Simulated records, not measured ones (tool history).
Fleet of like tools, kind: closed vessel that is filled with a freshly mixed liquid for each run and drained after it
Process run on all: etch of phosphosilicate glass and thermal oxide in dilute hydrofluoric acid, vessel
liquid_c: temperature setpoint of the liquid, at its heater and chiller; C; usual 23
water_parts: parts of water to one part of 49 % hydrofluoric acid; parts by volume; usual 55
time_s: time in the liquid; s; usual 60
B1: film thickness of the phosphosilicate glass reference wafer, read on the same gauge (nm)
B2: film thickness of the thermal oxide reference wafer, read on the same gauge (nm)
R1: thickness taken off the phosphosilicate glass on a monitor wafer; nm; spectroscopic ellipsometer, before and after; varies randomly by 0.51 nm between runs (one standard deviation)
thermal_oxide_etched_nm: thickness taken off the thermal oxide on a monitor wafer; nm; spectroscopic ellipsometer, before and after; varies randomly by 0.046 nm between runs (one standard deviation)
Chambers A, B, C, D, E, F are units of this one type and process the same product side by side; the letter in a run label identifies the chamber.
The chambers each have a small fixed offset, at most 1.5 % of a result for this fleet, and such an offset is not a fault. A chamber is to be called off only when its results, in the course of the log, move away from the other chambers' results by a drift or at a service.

run 1E hour=6.6 | liquid_c=23 water_parts=55 time_s=60 | B1=39.965 B2=89.991 | R1=103.520 thermal_oxide_etched_nm=5.2300
run 2A hour=10.9 | liquid_c=23 water_parts=55 time_s=60 | B1=39.997 B2=90.005 | R1=103.270 thermal_oxide_etched_nm=5.2305
run 3D hour=15.6 | liquid_c=23 water_parts=55 time_s=60 | B1=39.974 B2=90.016 | R1=103.440 thermal_oxide_etched_nm=5.2464
run 4B hour=21.7 | liquid_c=23 water_parts=55 time_s=60 | B1=39.991 B2=89.980 | R1=104.200 thermal_oxide_etched_nm=5.1361
run 5F hour=27.2 | liquid_c=23 water_parts=55 time_s=60 | B1=40.038 B2=89.987 | R1=104.410 thermal_oxide_etched_nm=5.1576
run 6C hour=32.3 | liquid_c=23 water_parts=55 time_s=60 | B1=39.999 B2=90.015 | R1=103.520 thermal_oxide_etched_nm=5.2880
run 7F hour=42.1 | liquid_c=21 water_parts=55 time_s=70 | B1=39.990 B2=89.976 | R1=110.450 thermal_oxide_etched_nm=5.6153
run 8A hour=51.2 | liquid_c=21 water_parts=55 time_s=70 | B1=39.997 B2=90.022 | R1=111.070 thermal_oxide_etched_nm=5.6189
run 9E hour=59.6 | liquid_c=21 water_parts=55 time_s=70 | B1=40.008 B2=90.008 | R1=111.360 thermal_oxide_etched_nm=5.5461
run 10C hour=67.9 | liquid_c=21 water_parts=55 time_s=70 | B1=39.982 B2=89.992 | R1=109.890 thermal_oxide_etched_nm=5.6027
run 11B hour=73.3 | liquid_c=21 water_parts=55 time_s=70 | B1=40.043 B2=90.016 | R1=112.220 thermal_oxide_etched_nm=5.5502
run 12D hour=79.4 | liquid_c=21 water_parts=55 time_s=70 | B1=40.031 B2=90.001 | R1=110.920 thermal_oxide_etched_nm=5.6246
run 13D hour=88.9 | liquid_c=23 water_parts=55 time_s=60 | B1=40.014 B2=90.010 | R1=103.730 thermal_oxide_etched_nm=5.2396
run 14B hour=93.9 | liquid_c=23 water_parts=30 time_s=60 | B1=40.016 B2=90.006 | R1=200.900 thermal_oxide_etched_nm=9.9607
run 15E hour=101.3 | liquid_c=23 water_parts=30 time_s=60 | B1=40.029 B2=90.007 | R1=196.290 thermal_oxide_etched_nm=9.8365
run 16F hour=109.1 | liquid_c=23 water_parts=30 time_s=60 | B1=39.976 B2=89.982 | R1=192.800 thermal_oxide_etched_nm=9.7766
run 17A hour=116.4 | liquid_c=23 water_parts=30 time_s=60 | B1=40.018 B2=89.996 | R1=193.250 thermal_oxide_etched_nm=10.0130
run 18C hour=124.8 | liquid_c=23 water_parts=30 time_s=60 | B1=39.951 B2=89.999 | R1=193.780 thermal_oxide_etched_nm=9.8295
run 19A hour=130.4 | liquid_c=23 water_parts=30 time_s=60 | B1=39.964 B2=89.987 | R1=194.080 thermal_oxide_etched_nm=9.8981
run 20E hour=138.5 | liquid_c=23 water_parts=55 time_s=60 | B1=40.003 B2=90.011 | R1=103.510 thermal_oxide_etched_nm=5.2056
run 21B hour=143.7 | liquid_c=23 water_parts=45 time_s=80 | B1=40.030 B2=89.993 | R1=172.730 thermal_oxide_etched_nm=8.5791
run 22F hour=152.6 | liquid_c=23 water_parts=45 time_s=80 | B1=39.946 B2=89.978 | R1=171.230 thermal_oxide_etched_nm=8.5461
run 23C hour=160.7 | liquid_c=23 water_parts=45 time_s=80 | B1=39.985 B2=89.997 | R1=169.570 thermal_oxide_etched_nm=8.7177
run 24D hour=170.4 | liquid_c=23 water_parts=45 time_s=80 | B1=40.024 B2=90.016 | R1=169.440 thermal_oxide_etched_nm=8.5980
run 25E hour=179.0 | liquid_c=23 water_parts=45 time_s=80 | B1=39.987 B2=90.028 | R1=170.200 thermal_oxide_etched_nm=8.6781
run 26D hour=188.3 | liquid_c=23 water_parts=45 time_s=80 | B1=39.977 B2=89.984 | R1=170.100 thermal_oxide_etched_nm=8.4536
run 27C hour=197.4 | liquid_c=23 water_parts=55 time_s=60 | B1=40.002 B2=89.986 | R1=103.490 thermal_oxide_etched_nm=5.1993
run 28F hour=205.3 | liquid_c=23 water_parts=55 time_s=60 | B1=40.027 B2=90.006 | R1=104.160 thermal_oxide_etched_nm=5.1738
run 29B hour=214.2 | liquid_c=23 water_parts=55 time_s=60 | B1=40.017 B2=90.009 | R1=103.700 thermal_oxide_etched_nm=5.2385
run 30A hour=220.5 | liquid_c=23 water_parts=55 time_s=60 | B1=39.999 B2=90.016 | R1=102.150 thermal_oxide_etched_nm=5.2269
run 31B hour=228.4 | liquid_c=23 water_parts=55 time_s=60 | B1=40.008 B2=89.999 | R1=104.480 thermal_oxide_etched_nm=5.1933
run 32F hour=233.4 | liquid_c=23 water_parts=80 time_s=70 | B1=40.026 B2=90.001 | R1=81.019 thermal_oxide_etched_nm=4.0810
run 33C hour=238.1 | liquid_c=23 water_parts=80 time_s=70 | B1=39.995 B2=89.986 | R1=80.796 thermal_oxide_etched_nm=4.1489
run 34E hour=243.7 | liquid_c=23 water_parts=80 time_s=70 | B1=40.009 B2=90.002 | R1=80.151 thermal_oxide_etched_nm=4.1104
run 35A hour=249.4 | liquid_c=23 water_parts=80 time_s=70 | B1=40.028 B2=89.999 | R1=80.025 thermal_oxide_etched_nm=4.0421
run 36D hour=256.6 | liquid_c=23 water_parts=80 time_s=70 | B1=39.966 B2=90.006 | R1=81.392 thermal_oxide_etched_nm=4.0384
run 37F hour=264.0 | liquid_c=23 water_parts=80 time_s=70 | B1=40.018 B2=89.997 | R1=81.164 thermal_oxide_etched_nm=4.0460
run 38B hour=271.8 | liquid_c=23 water_parts=55 time_s=60 | B1=40.029 B2=89.982 | R1=104.900 thermal_oxide_etched_nm=5.1956
run 39C hour=277.7 | liquid_c=23 water_parts=55 time_s=60 | B1=39.992 B2=89.990 | R1=103.850 thermal_oxide_etched_nm=5.3175
run 40E hour=283.8 | liquid_c=23 water_parts=55 time_s=60 | B1=39.984 B2=90.016 | R1=103.630 thermal_oxide_etched_nm=5.1948
run 41A hour=290.3 | liquid_c=23 water_parts=55 time_s=60 | B1=40.009 B2=89.983 | R1=101.770 thermal_oxide_etched_nm=5.1825

Has any chamber moved away from the others, gradually or after a service, or does the common gauge drift, or do the chambers differ only by their own small steady offsets? State the chamber and the most likely cause if one applies.

Nothing is wrong: each chamber keeps only its own small, steady offset and the gauge holds still.
